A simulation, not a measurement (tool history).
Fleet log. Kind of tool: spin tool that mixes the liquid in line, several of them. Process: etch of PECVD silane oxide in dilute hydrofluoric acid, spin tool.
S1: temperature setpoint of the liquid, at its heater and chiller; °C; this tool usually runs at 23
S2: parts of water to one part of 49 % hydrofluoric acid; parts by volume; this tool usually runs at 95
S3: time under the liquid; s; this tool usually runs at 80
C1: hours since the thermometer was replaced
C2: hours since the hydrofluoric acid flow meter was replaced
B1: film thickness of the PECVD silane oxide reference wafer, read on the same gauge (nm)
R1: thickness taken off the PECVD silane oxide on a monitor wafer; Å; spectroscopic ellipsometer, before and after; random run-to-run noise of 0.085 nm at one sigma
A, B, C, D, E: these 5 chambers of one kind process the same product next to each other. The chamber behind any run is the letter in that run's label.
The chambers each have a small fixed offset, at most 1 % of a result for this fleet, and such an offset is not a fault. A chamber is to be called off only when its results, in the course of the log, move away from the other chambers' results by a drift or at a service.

| run | hour | S1 | S2 | S3 | C1 | C2 | B1 | R1 |
|---|---|---|---|---|---|---|---|---|
| 1C | 3.9 | 23 | 95 | 80 | 1386.4 | 869.2 | 129.98 | 167.77 |
| 2E | 8 | 23 | 95 | 80 | 663.9 | 218.7 | 129.99 | 169.18 |
|  | 11.1 | chamber C: hydrofluoric acid flow meter replaced |
| 3D | 11.7 | 23 | 95 | 80 | 844.9 | 135 | 129.98 | 167.02 |
| 4A | 14 | 23 | 95 | 80 | 279.1 | 1799.6 | 130.02 | 166.34 |
| 5B | 16.2 | 23 | 125 | 80 | 697.6 | 440 | 129.99 | 123.04 |
| 6A | 19 | 23 | 125 | 80 | 284.1 | 1804.6 | 130.03 | 122.65 |
| 7D | 21.9 | 23 | 125 | 80 | 855.1 | 145.2 | 129.99 | 122.69 |
| 8C | 24.9 | 23 | 125 | 80 | 1407.4 | 13.8 | 129.99 | 123.3 |
| 9E | 27.1 | 23 | 125 | 80 | 683 | 237.8 | 129.99 | 124.7 |
| 10B | 30.4 | 23 | 95 | 80 | 711.8 | 454.2 | 130.05 | 170.27 |
| 11A | 34.6 | 23 | 95 | 80 | 299.7 | 1820.2 | 129.97 | 167.57 |
| 12D | 38.3 | 23 | 95 | 80 | 871.5 | 161.6 | 130.01 | 166.86 |
| 13B | 42.4 | 23 | 95 | 80 | 723.8 | 466.2 | 130.03 | 168.94 |
| 14E | 45.8 | 20.5 | 95 | 115 | 701.7 | 256.5 | 130 | 218.56 |
| 15C | 48 | 20.5 | 95 | 115 | 1430.5 | 36.9 | 130.03 | 218.76 |
| 16D | 50.7 | 20.5 | 95 | 115 | 883.9 | 174 | 130.04 | 218.09 |
| 17E | 52.8 | 20.5 | 95 | 115 | 708.7 | 263.5 | 130.01 | 219.13 |
| 18A | 56.7 | 20.5 | 95 | 115 | 321.8 | 1842.3 | 129.99 | 215.44 |
| 19B | 58.8 | 23 | 95 | 80 | 740.2 | 482.6 | 129.96 | 168.3 |
| 20C | 61 | 23 | 95 | 80 | 1443.5 | 49.9 | 129.98 | 167.96 |
| 21B | 63.1 | 23 | 95 | 80 | 744.5 | 486.9 | 130.01 | 169.03 |
| 22D | 65.1 | 23 | 95 | 80 | 898.3 | 188.4 | 130.01 | 167.37 |
| 23A | 69 | 23 | 95 | 80 | 334.1 | 1854.6 | 130.01 | 168.21 |
| 24C | 71.8 | 23 | 95 | 80 | 1454.3 | 60.7 | 129.97 | 167.2 |
| 25E | 76.2 | 21 | 95 | 65 | 732.1 | 286.9 | 130.03 | 126.65 |
| 26B | 78.8 | 21 | 95 | 65 | 760.2 | 502.6 | 129.94 | 127.21 |
| 27E | 83 | 21 | 95 | 65 | 738.9 | 293.7 | 129.96 | 127.06 |
| 28D | 85.2 | 21 | 95 | 65 | 918.4 | 208.5 | 130.05 | 126.04 |
| 29C | 88.3 | 21 | 95 | 65 | 1470.8 | 77.2 | 130.05 | 124.92 |
| 30A | 92.3 | 23 | 95 | 80 | 357.4 | 1877.9 | 130.03 | 167.42 |
| 31D | 94.9 | 23 | 95 | 80 | 928.1 | 218.2 | 130.01 | 165.75 |
| 32C | 97.2 | 23 | 95 | 80 | 1479.7 | 86.1 | 130.05 | 168.34 |

Is one chamber out of step, is the gauge drifting, or do the chambers differ by no more than their own small offsets? For an off chamber, give its letter and the likeliest cause.

The fleet is healthy, with each chamber sitting at its usual small offset and no drift in the gauge.
